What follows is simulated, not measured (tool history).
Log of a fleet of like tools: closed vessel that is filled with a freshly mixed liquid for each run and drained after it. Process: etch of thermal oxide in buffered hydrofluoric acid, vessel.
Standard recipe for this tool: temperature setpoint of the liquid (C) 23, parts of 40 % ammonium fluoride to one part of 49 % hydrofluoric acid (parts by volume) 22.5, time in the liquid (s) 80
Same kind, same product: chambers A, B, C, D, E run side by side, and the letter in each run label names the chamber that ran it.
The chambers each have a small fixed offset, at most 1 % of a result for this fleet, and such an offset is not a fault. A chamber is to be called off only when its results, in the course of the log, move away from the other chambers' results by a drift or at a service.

run	day	temperature setpoint of the liquid (C)	parts of 40 % ammonium fluoride to one part of 49 % hydrofluoric acid (parts by volume)	time in the liquid (s)	read-back film thickness of the thermal oxide reference wafer, read on the same gauge (nm)	thickness taken off the thermal oxide on a monitor wafer (nm)
1A	0.433	23	22.5	80	110	41.723
2D	0.983	23	22.5	80	110.02	41.724
3C	1.533	23	22.5	80	110	41.967
4E	1.858	23	22.5	80	109.99	41.038
5B	2.383	23	22.5	80	109.99	42.356
6B	2.967	23	22.5	80	110.01	42.292
7A	3.3	23	22.5	80	110	41.54
8C	3.938	23	19	80	110.01	47.053
9E	4.329	23	19	80	110	46.751
10D	4.754	23	19	80	109.99	47.683
11C	5.283	23	19	80	110.02	47.413
12D	5.742	23	19	80	109.99	47.625
13B	6.367	23	22.5	80	109.99	42.244
14A	6.888	23	22.5	80	109.98	42.117
15E	7.421	23	22.5	80	109.97	41.113
16A	7.733	23	22.5	80	109.99	41.868
17D	8.221	23	22.5	80	110	41.932
18B	8.746	23	22.5	80	110	41.969
19E	9.033	23	22.5	80	109.99	41.181
# day 9.138: chamber E: hydrofluoric acid flow meter replaced
20C	9.388	23	22.5	80	110.01	40.919
21E	9.85	23	22.5	105	109.99	54.214
22A	10.15	23	22.5	105	110.02	55.093
23C	10.783	23	22.5	105	110.04	53.795
24B	11.225	23	22.5	105	110.01	54.914
25D	11.817	23	22.5	105	109.98	55.294
26E	12.188	23	22.5	80	109.97	41.501
27C	12.662	23	22.5	80	110	40.436
28B	13.258	23	22.5	80	110.03	42.084
29D	13.833	23	22.5	80	110.01	41.665
30A	14.283	23	22.5	80	110.02	42.057

All 5 chambers run these settings next. Forecast each chamber's results:
31A	14.746	23	26	80		?
31B	14.746	23	26	80		?
31C	14.746	23	26	80		?
31D	14.746	23	26	80		?
31E	14.746	23	26	80		?

run	thickness taken off the thermal oxide on a monitor wafer (nm)
31A	37.886
31B	38.531
31C	36.658
31D	38.154
31E	37.905
